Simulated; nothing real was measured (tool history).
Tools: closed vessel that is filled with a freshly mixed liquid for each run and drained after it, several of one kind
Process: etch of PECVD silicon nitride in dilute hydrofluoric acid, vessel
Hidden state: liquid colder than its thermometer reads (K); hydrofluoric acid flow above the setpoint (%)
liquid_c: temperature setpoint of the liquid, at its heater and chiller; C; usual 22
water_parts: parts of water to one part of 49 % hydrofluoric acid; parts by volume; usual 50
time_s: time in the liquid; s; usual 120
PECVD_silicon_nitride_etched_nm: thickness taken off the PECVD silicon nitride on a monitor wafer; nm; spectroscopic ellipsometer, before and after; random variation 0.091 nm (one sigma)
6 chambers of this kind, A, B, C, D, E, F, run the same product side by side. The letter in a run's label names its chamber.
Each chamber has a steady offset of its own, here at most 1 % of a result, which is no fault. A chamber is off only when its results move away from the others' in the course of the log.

run   hour  liquid_c  water_parts  time_s  hours since the thermometer was replaced  hours since the hydrofluoric acid flow meter was replaced  read-back film thickness of the PECVD silicon nitride reference wafer, read on the same gauge (nm)  PECVD_silicon_nitride_etched_nm
       6.0  -- chamber F: thermometer replaced
 1E    7.7        22           50     120                                    1056.9                                                       14.0                                                                                              130.07                           9.3595
 2C   21.8        22           50     120                                    1556.7                                                     1806.7                                                                                              129.99                           9.3813
 3F   31.1        22           50     120                                      25.2                                                      581.4                                                                                              129.98                           9.4525
 4B   47.5        22           50     120                                    1829.8                                                     1110.8                                                                                              129.97                           9.6053
 5A   63.6        22           50     120                                     806.4                                                      188.9                                                                                              129.99                           9.2427
 6D   73.3        22           50     120                                     352.5                                                      453.5                                                                                              129.96                           9.5210
 7C   81.0        22           50     120                                    1615.9                                                     1865.9                                                                                              129.98                           9.1940
      83.9  -- chamber A: thermometer replaced
 8F   97.1        20           50     120                                      91.2                                                      647.4                                                                                              129.97                           8.2604
 9D  112.3        20           50     120                                     391.5                                                      492.5                                                                                              130.00                           8.1437
     115.6  -- chamber E: thermometer replaced
10B  123.3        20           50     120                                    1905.6                                                     1186.6                                                                                              130.02                           7.9698
11A  132.2        20           50     120                                      48.3                                                      257.5                                                                                              130.07                           8.2812
12E  147.5        20           50     120                                      31.9                                                      153.8                                                                                              129.96                           8.2552
13E  163.1        20           50     120                                      47.5                                                      169.4                                                                                              129.99                           8.0898
14C  178.2        22           50     120                                    1713.1                                                     1963.1                                                                                              129.96                           9.4730
15F  192.5        22           50     120                                     186.6                                                      742.8                                                                                              129.99                           9.4004
16B  206.5        22           50     120                                    1988.8                                                     1269.8                                                                                              129.98                           9.1699
17D  222.2        22           50     120                                     501.4                                                      602.4                                                                                              130.00                           9.3665
18A  232.3        22           50     120                                     148.4                                                      357.6                                                                                              130.01                           9.1892
19B  240.8        22           50     120                                    2023.1                                                     1304.1                                                                                              129.99                           9.0648
20D  257.0        22           50     120                                     536.2                                                      637.2                                                                                              129.95                           9.3143
21E  270.0        22           50     120                                     154.4                                                      276.3                                                                                              130.04                           9.5761
     282.7  -- chamber B: hydrofluoric acid flow meter replaced
22C  283.6        22           50     120                                    1818.5                                                     2068.5                                                                                              129.98                           9.3944
23F  295.8        22           50     120                                     289.9                                                      846.1                                                                                              129.99                           9.4926
24A  304.0        22           50     120                                     220.1                                                      429.3                                                                                              130.03                           9.1130
25A  312.7        22           50     120                                     228.8                                                      438.0                                                                                              129.98                           9.2852
     322.7  -- chamber C: hydrofluoric acid flow meter replaced
26F  325.3        22           50     120                                     319.4                                                      875.6                                                                                              130.01                           9.3956
27D  334.6        22           50     120                                     613.8                                                      714.8                                                                                              129.95                           9.2142
28C  350.3        22           50     120                                    1885.2                                                       27.6                                                                                              130.02                           9.1600
29E  366.6        22           50     120                                     251.0                                                      372.9                                                                                              130.03                           9.2550
30B  382.0        22           50     120                                    2164.3                                                       99.3                                                                                              129.98                           8.5495
31B  394.4        22           50      65                                    2176.7                                                      111.7                                                                                              130.02                           4.6353
32A  407.6        22           50      65                                     323.7                                                      532.9                                                                                              129.96                           4.9381
33F  416.2        22           50      65                                     410.3                                                      966.5                                                                                              129.96                           5.1941
34D  426.9        22           50      65                                     706.1                                                      807.1                                                                                              130.01                           5.1104
35C  435.8        22           50      65                                    1970.7                                                      113.1                                                                                              130.02                           4.9736
36E  443.1        22           50      65                                     327.5                                                      449.4                                                                                              129.99                           5.0083
37A  450.8        22           50     120                                     366.9                                                      576.1                                                                                              130.03                           9.2079
38E  465.8        22           50     120                                     350.2                                                      472.1                                                                                              130.02                           9.4378
39F  480.4        22           50     120                                     474.5                                                     1030.7                                                                                              130.01                           9.4543

What goes on in this fleet: one chamber off, a drifting gauge, or nothing beyond the chambers' own small offsets? Name the chamber and the cause, if any.

Chamber B drifts away from the others.
Cause: liquid colder than its thermometer reads (K) = 1.69.

Here are 4 candidates for chamber B's next run, each the usual settings with a change, their results left as question marks. Which one brings its results back in line with what the others give on the usual settings?
In line means no further than this from the other chambers' mean on the usual settings: PECVD_silicon_nitride_etched_nm 0.3200 nm
40B-1  492.2      22.0           50     125                                                                                                                                                                                                                                         ?
40B-2  492.2      22.0           50     115                                                                                                                                                                                                                                         ?
40B-3  492.2      21.5           50     110                                                                                                                                                                                                                                         ?
40B-4  492.2      22.0           50     135                                                                                                                                                                                                                                         ?

The other chambers' mean on the usual settings: PECVD_silicon_nitride_etched_nm 9.3454 nm
  run  PECVD_silicon_nitride_etched_nm
40B-1                           8.7856
40B-2                           8.0827
40B-3                           7.4674
40B-4                           9.4884
40B-4 brings the chamber back in line.
